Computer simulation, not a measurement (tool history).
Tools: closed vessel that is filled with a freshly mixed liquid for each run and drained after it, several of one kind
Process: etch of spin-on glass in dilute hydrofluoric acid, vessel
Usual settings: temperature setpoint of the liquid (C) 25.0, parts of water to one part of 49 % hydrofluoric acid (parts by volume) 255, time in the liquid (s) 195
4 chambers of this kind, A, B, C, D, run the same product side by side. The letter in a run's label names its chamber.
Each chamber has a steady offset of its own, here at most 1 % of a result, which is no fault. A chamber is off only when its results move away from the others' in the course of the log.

| run | hour | temperature setpoint of the liquid (C) | parts of water to one part of 49 % hydrofluoric acid (parts by volume) | time in the liquid (s) | hours since the thermometer was replaced | hours since the hydrofluoric acid flow meter was replaced | read-back film thickness of the spin-on glass reference wafer, read on the same gauge (nm) | thickness taken off the spin-on glass on a monitor wafer (angstrom) |
|---|---|---|---|---|---|---|---|---|
| 1C | 11.4 | 25.0 | 255 | 195 | 1007.8 | 403.2 | 70.014 | 464.04 |
| 2A | 17.9 | 25.0 | 255 | 195 | 321.9 | 1139.9 | 69.993 | 462.48 |
| 3B | 28.1 | 25.0 | 255 | 195 | 2171.3 | 615.4 | 70.025 | 454.30 |
| 4D | 35.2 | 25.0 | 255 | 195 | 591.1 | 1137.1 | 69.978 | 457.38 |
| 5A | 48.4 | 25.0 | 255 | 195 | 352.4 | 1170.4 | 70.025 | 463.53 |
| 6D | 60.3 | 22.0 | 175 | 195 | 616.2 | 1162.2 | 70.040 | 653.80 |
| 7B | 66.8 | 22.0 | 175 | 195 | 2210.0 | 654.1 | 70.021 | 635.01 |
| 8C | 77.6 | 22.0 | 175 | 195 | 1074.0 | 469.4 | 69.978 | 657.22 |
| 9C | 84.8 | 22.0 | 175 | 195 | 1081.2 | 476.6 | 70.012 | 656.45 |
| 10A | 92.4 | 25.0 | 255 | 195 | 396.4 | 1214.4 | 70.005 | 460.16 |
| 11D | 105.8 | 25.0 | 255 | 195 | 661.7 | 1207.7 | 69.994 | 457.07 |
| 12B | 117.4 | 25.0 | 255 | 195 | 2260.6 | 704.7 | 69.998 | 449.01 |
| 13D | 131.5 | 25.0 | 255 | 195 | 687.4 | 1233.4 | 70.019 | 458.88 |
|  | 138.6 | chamber B: thermometer replaced |
| 14B | 142.7 | 25.0 | 255 | 195 | 4.2 | 730.0 | 69.975 | 456.15 |
| 15C | 150.1 | 25.0 | 255 | 195 | 1146.5 | 541.9 | 70.013 | 459.96 |
| 16A | 164.4 | 25.0 | 255 | 195 | 468.4 | 1286.4 | 69.988 | 461.42 |
| 17D | 177.6 | 25.0 | 255 | 195 | 733.5 | 1279.5 | 69.981 | 453.27 |
| 18B | 187.7 | 21.0 | 255 | 285 | 49.2 | 775.0 | 69.988 | 572.92 |
| 19C | 196.9 | 21.0 | 255 | 285 | 1193.3 | 588.7 | 70.019 | 585.05 |
| 20A | 205.0 | 21.0 | 255 | 285 | 509.0 | 1327.0 | 70.014 | 581.17 |
| 21C | 212.7 | 21.0 | 255 | 285 | 1209.1 | 604.5 | 70.009 | 584.52 |
| 22B | 222.9 | 25.0 | 255 | 195 | 84.4 | 810.2 | 70.012 | 459.06 |
| 23A | 230.3 | 25.0 | 255 | 195 | 534.3 | 1352.3 | 70.006 | 460.79 |
| 24D | 241.3 | 25.0 | 255 | 195 | 797.2 | 1343.2 | 69.986 | 445.92 |
| 25A | 254.0 | 25.0 | 255 | 195 | 558.0 | 1376.0 | 70.001 | 461.50 |
| 26C | 267.6 | 25.0 | 305 | 285 | 1264.0 | 659.4 | 69.989 | 537.34 |
| 27B | 275.6 | 25.0 | 305 | 285 | 137.1 | 862.9 | 69.990 | 534.49 |
| 28D | 284.2 | 25.0 | 305 | 285 | 840.1 | 1386.1 | 70.026 | 509.46 |
| 29D | 294.3 | 25.0 | 305 | 285 | 850.2 | 1396.2 | 70.010 | 510.12 |
| 30C | 303.7 | 25.0 | 255 | 195 | 1300.1 | 695.5 | 70.005 | 461.90 |
| 31B | 316.5 | 25.0 | 255 | 195 | 178.0 | 903.8 | 69.985 | 458.23 |
| 32A | 326.9 | 29.5 | 255 | 195 | 630.9 | 1448.9 | 70.011 | 537.82 |
| 33B | 333.5 | 29.5 | 255 | 195 | 195.0 | 920.8 | 69.987 | 524.41 |
| 34A | 342.1 | 29.5 | 255 | 195 | 646.1 | 1464.1 | 70.016 | 539.09 |
| 35C | 352.7 | 29.5 | 255 | 195 | 1349.1 | 744.5 | 69.990 | 535.40 |
| 36D | 365.9 | 25.0 | 255 | 195 | 921.8 | 1467.8 | 70.016 | 435.16 |
| 37B | 380.3 | 25.0 | 255 | 195 | 241.8 | 967.6 | 69.988 | 456.32 |
| 38D | 389.9 | 25.0 | 255 | 195 | 945.8 | 1491.8 | 70.041 | 432.16 |
| 39A | 403.7 | 25.0 | 255 | 195 | 707.7 | 1525.7 | 70.003 | 458.99 |
| 40C | 410.7 | 25.0 | 255 | 195 | 1407.1 | 802.5 | 69.985 | 462.58 |
| 41A | 424.4 | 25.0 | 255 | 195 | 728.4 | 1546.4 | 70.001 | 468.01 |
| 42B | 432.6 | 22.0 | 370 | 195 | 294.1 | 1019.9 | 70.006 | 256.46 |
| 43D | 442.8 | 22.0 | 370 | 195 | 998.7 | 1544.7 | 70.022 | 239.22 |
| 44C | 454.3 | 22.0 | 370 | 195 | 1450.7 | 846.1 | 69.975 | 258.22 |

Next, every chamber runs the same settings. What will each give?
| 45A | 464.6 | 25.0 | 255 | 195 |  |  |  | ? |
| 45B | 464.6 | 25.0 | 255 | 195 |  |  |  | ? |
| 45C | 464.6 | 25.0 | 255 | 195 |  |  |  | ? |
| 45D | 464.6 | 25.0 | 255 | 195 |  |  |  | ? |

| run | thickness taken off the spin-on glass on a monitor wafer (angstrom) |
|---|---|
| 45A | 461.08 |
| 45B | 459.54 |
| 45C | 458.68 |
| 45D | 425.76 |

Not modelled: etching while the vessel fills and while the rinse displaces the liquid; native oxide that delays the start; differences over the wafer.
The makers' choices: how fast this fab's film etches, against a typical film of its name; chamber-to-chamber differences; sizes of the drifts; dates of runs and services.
